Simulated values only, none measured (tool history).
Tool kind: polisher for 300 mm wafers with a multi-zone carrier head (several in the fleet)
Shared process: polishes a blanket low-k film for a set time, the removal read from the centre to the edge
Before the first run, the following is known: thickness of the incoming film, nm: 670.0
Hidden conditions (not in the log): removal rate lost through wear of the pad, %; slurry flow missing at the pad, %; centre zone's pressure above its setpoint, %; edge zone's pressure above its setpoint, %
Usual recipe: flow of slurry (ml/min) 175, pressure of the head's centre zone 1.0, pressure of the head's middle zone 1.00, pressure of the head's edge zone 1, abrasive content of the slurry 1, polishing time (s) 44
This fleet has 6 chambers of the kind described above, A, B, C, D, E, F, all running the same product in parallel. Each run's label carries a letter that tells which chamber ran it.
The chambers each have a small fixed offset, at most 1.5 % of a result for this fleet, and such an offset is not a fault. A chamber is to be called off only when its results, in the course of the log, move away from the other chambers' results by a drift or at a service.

| run | day | flow of slurry (ml/min) | pressure of the head's centre zone | pressure of the head's middle zone | pressure of the head's edge zone | abrasive content of the slurry | polishing time (s) | wafers polished on this pad | hours since the slurry nozzle was cleaned | hours since the centre zone pressure was calibrated | hours since the edge zone pressure was calibrated | film removed at the wafer's centre (Å) | film removed at mid-radius (Å) | film removed at the wafer's edge (Å) |
|---|---|---|---|---|---|---|---|---|---|---|---|---|---|---|
| 1D | 0.421 | 175 | 1.0 | 1.00 | 1 | 1 | 44 | 933 | 314.3 | 267.7 | 61.6 | 272.02 | 272.77 | 273.74 |
|  | 0.562 | chamber F: worn pad replaced by a new one |
|  | 0.562 | chamber C: edge zone pressure recalibrated |
|  | 0.721 | chamber A: centre zone pressure recalibrated |
| 2F | 0.908 | 175 | 1.0 | 1.00 | 1 | 1 | 44 | 124 | 144.6 | 555.4 | 307.9 | 269.59 | 263.52 | 265.35 |
|  | 0.962 | chamber E: worn pad replaced by a new one |
| 3B | 1.454 | 175 | 1.0 | 1.00 | 1 | 1 | 44 | 1160 | 538.1 | 183.0 | 327.7 | 260.13 | 264.49 | 262.81 |
|  | 1.833 | chamber C: worn pad replaced by a new one |
|  | 2.000 | chamber A: edge zone pressure recalibrated |
| 4A | 2.017 | 175 | 1.0 | 1.00 | 1 | 1 | 44 | 900 | 493.5 | 31.1 | 0.4 | 267.95 | 263.95 | 274.86 |
|  | 2.092 | chamber B: worn pad replaced by a new one |
| 5E | 2.358 | 175 | 1.0 | 1.00 | 1 | 1 | 44 | 500 | 275.6 | 986.2 | 624.6 | 273.19 | 268.91 | 264.15 |
| 6C | 2.688 | 175 | 1.0 | 1.00 | 1 | 1 | 44 | 306 | 261.9 | 271.5 | 51.1 | 266.19 | 267.75 | 270.00 |
|  | 2.979 | chamber B: slurry nozzle cleaned |
| 7F | 3.075 | 175 | 1.0 | 1.00 | 1 | 1 | 44 | 899 | 196.6 | 607.4 | 359.9 | 262.76 | 268.24 | 265.01 |
|  | 3.117 | chamber E: centre zone pressure recalibrated |
|  | 3.462 | chamber A: worn pad replaced by a new one |
| 8B | 3.504 | 175 | 1.0 | 1.00 | 1 | 1 | 44 | 506 | 12.7 | 232.2 | 376.9 | 271.54 | 272.77 | 271.05 |
| 9D | 3.967 | 175 | 1.0 | 1.00 | 1 | 1 | 44 | 2201 | 399.4 | 352.8 | 146.7 | 266.94 | 274.50 | 265.74 |
| 10C | 4.358 | 175 | 0.9 | 1.00 | 1 | 1 | 44 | 904 | 302.0 | 311.6 | 91.2 | 238.37 | 265.75 | 264.73 |
|  | 4.412 | chamber F: worn pad replaced by a new one |
| 11A | 4.792 | 175 | 0.9 | 1.00 | 1 | 1 | 44 | 476 | 560.1 | 97.7 | 67.0 | 237.05 | 261.79 | 280.34 |
|  | 4.925 | chamber E: slurry nozzle cleaned |
|  | 5.079 | chamber C: worn pad replaced by a new one |
|  | 5.262 | chamber E: worn pad replaced by a new one |
| 12E | 5.446 | 175 | 0.9 | 1.00 | 1 | 1 | 44 | 66 | 12.5 | 56.0 | 698.7 | 238.41 | 266.95 | 266.35 |
|  | 5.642 | chamber B: worn pad replaced by a new one |
| 13E | 5.958 | 175 | 0.9 | 1.00 | 1 | 1 | 44 | 249 | 24.8 | 68.3 | 711.0 | 235.40 | 269.11 | 273.46 |
| 14D | 6.333 | 175 | 0.9 | 1.00 | 1 | 1 | 44 | 3048 | 456.2 | 409.6 | 203.5 | 240.40 | 272.68 | 273.05 |
| 15C | 6.688 | 175 | 0.9 | 1.00 | 1 | 1 | 44 | 575 | 357.9 | 367.5 | 147.1 | 234.26 | 262.66 | 268.56 |
| 16F | 7.321 | 175 | 1.0 | 0.93 | 1 | 1 | 36 | 1041 | 298.5 | 709.3 | 461.8 | 220.32 | 203.91 | 222.13 |
|  | 7.446 | chamber C: slurry nozzle cleaned |
|  | 7.588 | chamber A: slurry nozzle cleaned |
|  | 7.617 | chamber A: worn pad replaced by a new one |
| 17B | 7.829 | 175 | 1.0 | 0.93 | 1 | 1 | 36 | 783 | 116.5 | 336.0 | 480.7 | 217.34 | 201.31 | 222.28 |
|  | 8.179 | chamber F: worn pad replaced by a new one |
| 18A | 8.479 | 175 | 1.0 | 0.93 | 1 | 1 | 36 | 309 | 21.5 | 186.2 | 155.5 | 221.01 | 207.19 | 220.38 |
|  | 8.575 | chamber E: worn pad replaced by a new one |
| 19F | 9.054 | 175 | 1.0 | 0.93 | 1 | 1 | 36 | 313 | 340.1 | 750.9 | 503.4 | 223.19 | 203.89 | 226.41 |
|  | 9.342 | chamber C: worn pad replaced by a new one |
|  | 9.479 | chamber B: worn pad replaced by a new one |
| 20A | 9.650 | 175 | 1.0 | 0.93 | 1 | 1 | 36 | 728 | 49.6 | 214.3 | 183.6 | 225.77 | 203.16 | 222.93 |
| 21E | 9.979 | 175 | 1.0 | 0.93 | 1 | 1 | 36 | 502 | 121.3 | 164.8 | 807.5 | 227.09 | 204.33 | 224.59 |
|  | 10.229 | chamber F: slurry nozzle cleaned |
| 22B | 10.500 | 175 | 1.0 | 1.00 | 1 | 1 | 44 | 365 | 180.6 | 400.1 | 544.8 | 270.74 | 262.18 | 269.54 |
| 23D | 10.862 | 175 | 1.0 | 1.11 | 1 | 1 | 44 | 4668 | 564.9 | 518.3 | 312.2 | 260.03 | 276.28 | 258.74 |
|  | 11.475 | chamber A: worn pad replaced by a new one |
| 24C | 11.533 | 175 | 1.0 | 1.11 | 1 | 1 | 44 | 785 | 98.1 | 483.8 | 263.4 | 268.45 | 292.93 | 267.11 |
| 25F | 11.858 | 175 | 1.0 | 1.11 | 1 | 1 | 44 | 1316 | 39.1 | 818.2 | 570.7 | 271.32 | 300.07 | 268.98 |
| 26A | 12.408 | 175 | 1.0 | 1.11 | 1 | 1 | 44 | 334 | 115.8 | 280.5 | 249.8 | 267.79 | 294.73 | 269.35 |
|  | 12.446 | chamber F: worn pad replaced by a new one |
|  | 12.738 | chamber E: worn pad replaced by a new one |
| 27B | 12.896 | 175 | 1.0 | 1.11 | 1 | 1 | 44 | 1222 | 238.1 | 457.6 | 602.3 | 268.36 | 295.56 | 259.94 |
| 28D | 13.538 | 175 | 1.0 | 1.11 | 1 | 1 | 44 | 5625 | 629.1 | 582.5 | 376.4 | 245.09 | 270.63 | 240.51 |
|  | 13.600 | chamber C: worn pad replaced by a new one |
|  | 13.692 | chamber B: worn pad replaced by a new one |
| 29C | 13.842 | 175 | 1.0 | 1.00 | 1 | 1 | 44 | 86 | 153.5 | 539.2 | 318.8 | 263.99 | 267.73 | 267.20 |
| 30E | 14.238 | 175 | 1.0 | 1.00 | 1 | 1 | 44 | 537 | 223.5 | 267.0 | 909.7 | 268.29 | 268.26 | 270.68 |
| 31A | 14.783 | 175 | 1.0 | 1.00 | 1 | 1 | 44 | 1183 | 172.8 | 337.5 | 306.8 | 273.42 | 266.91 | 277.53 |
| 32D | 15.083 | 175 | 1.0 | 1.00 | 1 | 1 | 44 | 6178 | 666.2 | 619.6 | 413.5 | 246.34 | 243.32 | 250.28 |
| 33B | 15.671 | 175 | 1.0 | 1.00 | 1 | 1 | 44 | 708 | 304.7 | 524.2 | 668.9 | 267.32 | 262.35 | 260.30 |
|  | 16.112 | chamber E: slurry nozzle cleaned |
| 34C | 16.208 | 175 | 1.0 | 1.00 | 1 | 1 | 44 | 933 | 210.3 | 596.0 | 375.6 | 269.05 | 265.81 | 266.39 |
|  | 16.317 | chamber E: worn pad replaced by a new one |
| 35E | 16.667 | 175 | 1.0 | 1.00 | 1 | 1 | 44 | 126 | 13.3 | 325.3 | 968.0 | 273.22 | 269.16 | 262.39 |
|  | 17.033 | chamber F: worn pad replaced by a new one |
| 36F | 17.233 | 175 | 1.0 | 1.00 | 1 | 1 | 44 | 72 | 168.1 | 947.2 | 699.7 | 267.32 | 277.36 | 269.94 |
|  | 17.454 | chamber C: worn pad replaced by a new one |
| 37C | 17.533 | 175 | 1.0 | 1.00 | 1 | 1 | 44 | 28 | 242.1 | 627.8 | 407.4 | 270.11 | 265.08 | 274.89 |
| 38E | 18.175 | 140 | 1.0 | 1.00 | 1 | 1 | 44 | 665 | 49.5 | 361.5 | 1004.2 | 258.42 | 260.32 | 252.85 |
| 39F | 18.829 | 140 | 1.0 | 1.00 | 1 | 1 | 44 | 643 | 206.4 | 985.5 | 738.0 | 262.37 | 260.29 | 262.42 |

Is one chamber out of step, is the gauge drifting, or do the chambers differ by no more than their own small offsets? For an off chamber, give its letter and the likeliest cause.

Chamber D drifts away from the others.
Most likely cause: removal rate lost through wear of the pad, % = 14.5.

Below are 4 candidate recipes for chamber D's next run, each the usual settings with a change, their results shown as question marks. Which of them brings D's results back in line with what the other chambers give on the usual settings?
In line here means within this much of the mean the other chambers give on the usual settings: film removed at the wafer's centre (Å) 14.00; film removed at mid-radius (Å) 13.00; film removed at the wafer's edge (Å) 13.00
| 40D-1 | 19.317 | 170 | 1.00 | 0.99 | 1.00 | 0.95 | 39 |  |  |  |  | ? | ? | ? |
| 40D-2 | 19.317 | 170 | 1.00 | 0.99 | 0.99 | 0.95 | 36 |  |  |  |  | ? | ? | ? |
| 40D-3 | 19.317 | 180 | 1.00 | 1.01 | 1.00 | 1.05 | 49 |  |  |  |  | ? | ? | ? |
| 40D-4 | 19.317 | 180 | 1.01 | 1.01 | 1.00 | 1.05 | 53 |  |  |  |  | ? | ? | ? |

Other chambers, usual settings, mean: film removed at the wafer's centre (Å) 267.44; film removed at mid-radius (Å) 267.07; film removed at the wafer's edge (Å) 267.08
| run | film removed at the wafer's centre (Å) | film removed at mid-radius (Å) | film removed at the wafer's edge (Å) |
|---|---|---|---|
| 40D-1 | 200.28 | 196.95 | 201.48 |
| 40D-2 | 184.88 | 181.80 | 185.00 |
| 40D-3 | 266.29 | 266.28 | 266.77 |
| 40D-4 | 291.17 | 288.00 | 288.55 |
Change 40D-3 lands the chamber within the allowed miss of the other chambers.
